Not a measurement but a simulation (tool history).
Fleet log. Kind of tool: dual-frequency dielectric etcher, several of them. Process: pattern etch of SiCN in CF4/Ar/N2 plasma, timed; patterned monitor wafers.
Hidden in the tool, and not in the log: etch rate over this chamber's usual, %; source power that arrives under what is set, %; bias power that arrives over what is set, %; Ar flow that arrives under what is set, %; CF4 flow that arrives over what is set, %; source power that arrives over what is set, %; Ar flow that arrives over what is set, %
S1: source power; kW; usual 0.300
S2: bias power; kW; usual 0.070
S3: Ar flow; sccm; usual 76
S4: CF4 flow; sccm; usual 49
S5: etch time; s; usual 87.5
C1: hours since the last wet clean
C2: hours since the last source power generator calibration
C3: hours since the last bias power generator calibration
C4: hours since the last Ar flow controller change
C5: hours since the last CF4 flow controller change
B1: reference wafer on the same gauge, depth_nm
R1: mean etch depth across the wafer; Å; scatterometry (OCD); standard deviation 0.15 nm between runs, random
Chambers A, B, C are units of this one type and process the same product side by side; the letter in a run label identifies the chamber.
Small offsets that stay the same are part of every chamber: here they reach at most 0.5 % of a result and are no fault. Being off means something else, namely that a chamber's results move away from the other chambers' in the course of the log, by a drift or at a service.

| run | hour | S1 | S2 | S3 | S4 | S5 | C1 | C2 | C3 | C4 | C5 | B1 | R1 |
|---|---|---|---|---|---|---|---|---|---|---|---|---|---|
| 1C | 3.0 | 0.300 | 0.070 | 76 | 49 | 87.5 | 155.6 | 1391.8 | 30.0 | 4221.8 | 4694.5 | 58.511 | 518.63 |
| 2A | 6.7 | 0.300 | 0.070 | 76 | 49 | 87.5 | 233.9 | 621.1 | 555.4 | 2372.0 | 2264.7 | 58.519 | 514.21 |
| 3B | 11.3 | 0.300 | 0.070 | 76 | 49 | 87.5 | 414.3 | 755.6 | 1762.8 | 1772.4 | 6220.2 | 58.499 | 519.80 |
|  | 11.7 | chamber B: wet clean of the chamber |
| 4A | 13.6 | 0.300 | 0.070 | 76 | 49 | 87.5 | 240.8 | 628.0 | 562.3 | 2378.9 | 2271.6 | 58.507 | 515.53 |
| 5C | 16.1 | 0.300 | 0.070 | 76 | 49 | 87.5 | 168.7 | 1404.9 | 43.1 | 4234.9 | 4707.6 | 58.520 | 517.79 |
| 6B | 18.8 | 0.300 | 0.070 | 76 | 49 | 87.5 | 7.1 | 763.1 | 1770.3 | 1779.9 | 6227.7 | 58.500 | 520.13 |
| 7B | 22.6 | 0.300 | 0.070 | 76 | 49 | 87.5 | 10.9 | 766.9 | 1774.1 | 1783.7 | 6231.5 | 58.511 | 518.97 |
| 8C | 27.3 | 0.300 | 0.070 | 76 | 49 | 87.5 | 179.9 | 1416.1 | 54.3 | 4246.1 | 4718.8 | 58.475 | 520.27 |
| 9A | 30.4 | 0.300 | 0.070 | 76 | 49 | 87.5 | 257.6 | 644.8 | 579.1 | 2395.7 | 2288.4 | 58.474 | 512.74 |
| 10C | 35.3 | 0.300 | 0.070 | 76 | 49 | 87.5 | 187.9 | 1424.1 | 62.3 | 4254.1 | 4726.8 | 58.504 | 517.09 |
| 11A | 38.5 | 0.300 | 0.070 | 76 | 49 | 87.5 | 265.7 | 652.9 | 587.2 | 2403.8 | 2296.5 | 58.502 | 510.56 |
| 12B | 43.5 | 0.300 | 0.070 | 76 | 49 | 87.5 | 31.8 | 787.8 | 1795.0 | 1804.6 | 6252.4 | 58.493 | 520.34 |
| 13A | 48.0 | 0.300 | 0.070 | 76 | 49 | 87.5 | 275.2 | 662.4 | 596.7 | 2413.3 | 2306.0 | 58.509 | 507.68 |
| 14C | 51.2 | 0.300 | 0.070 | 76 | 49 | 87.5 | 203.8 | 1440.0 | 78.2 | 4270.0 | 4742.7 | 58.538 | 519.98 |
| 15B | 55.6 | 0.300 | 0.070 | 76 | 49 | 87.5 | 43.9 | 799.9 | 1807.1 | 1816.7 | 6264.5 | 58.490 | 519.42 |
| 16B | 58.9 | 0.300 | 0.070 | 93 | 44 | 87.5 | 47.2 | 803.2 | 1810.4 | 1820.0 | 6267.8 | 58.513 | 495.51 |
| 17C | 63.3 | 0.300 | 0.070 | 93 | 44 | 87.5 | 215.9 | 1452.1 | 90.3 | 4282.1 | 4754.8 | 58.457 | 494.44 |
| 18A | 66.5 | 0.300 | 0.070 | 93 | 44 | 87.5 | 293.7 | 680.9 | 615.2 | 2431.8 | 2324.5 | 58.504 | 484.69 |
| 19C | 70.5 | 0.300 | 0.070 | 76 | 49 | 87.5 | 223.1 | 1459.3 | 97.5 | 4289.3 | 4762.0 | 58.465 | 517.12 |
| 20A | 73.3 | 0.300 | 0.070 | 76 | 49 | 87.5 | 300.5 | 687.7 | 622.0 | 2438.6 | 2331.3 | 58.505 | 505.22 |
| 21B | 77.4 | 0.300 | 0.070 | 76 | 49 | 87.5 | 65.7 | 821.7 | 1828.9 | 1838.5 | 6286.3 | 58.526 | 516.35 |
| 22C | 79.7 | 0.300 | 0.070 | 76 | 49 | 87.5 | 232.3 | 1468.5 | 106.7 | 4298.5 | 4771.2 | 58.510 | 517.98 |
| 23A | 82.3 | 0.300 | 0.070 | 76 | 49 | 87.5 | 309.5 | 696.7 | 631.0 | 2447.6 | 2340.3 | 58.513 | 504.13 |
| 24B | 85.7 | 0.300 | 0.070 | 76 | 49 | 87.5 | 74.0 | 830.0 | 1837.2 | 1846.8 | 6294.6 | 58.483 | 520.85 |

Read the log: is a single chamber off, either drifting away or since a service, is the gauge that measures every chamber drifting, or is nothing wrong beyond small per-chamber offsets? Name any odd chamber and what most likely caused it.

Little by little, chamber A moves away from the other chambers.
What lies behind it: source power that arrives under what is set, % = 2.99.
The log may not separate it from: etch rate under this chamber's usual, %.

Here are 4 candidates for chamber A's next run, each the usual settings with a change, their results left as question marks. Which one brings its results back in line with what the others give on the usual settings?
Allowed miss from the other chambers' usual-settings mean, per result, to count as in line: R1 5.30 Å
| 25A-1 | 89.3 | 0.300 | 0.070 | 92 | 39 | 87.5 |  |  |  |  |  |  | ? |
| 25A-2 | 89.3 | 0.310 | 0.071 | 76 | 49 | 87.5 |  |  |  |  |  |  | ? |
| 25A-3 | 89.3 | 0.310 | 0.070 | 76 | 49 | 91.0 |  |  |  |  |  |  | ? |
| 25A-4 | 89.3 | 0.300 | 0.069 | 76 | 49 | 85.0 |  |  |  |  |  |  | ? |

Other chambers, usual settings, mean: R1 519.16 Å
| run | R1 |
|---|---|
| 25A-1 | 470.47 |
| 25A-2 | 518.92 |
| 25A-3 | 536.97 |
| 25A-4 | 485.12 |
It is 25A-2 that realigns the chamber with its peers.
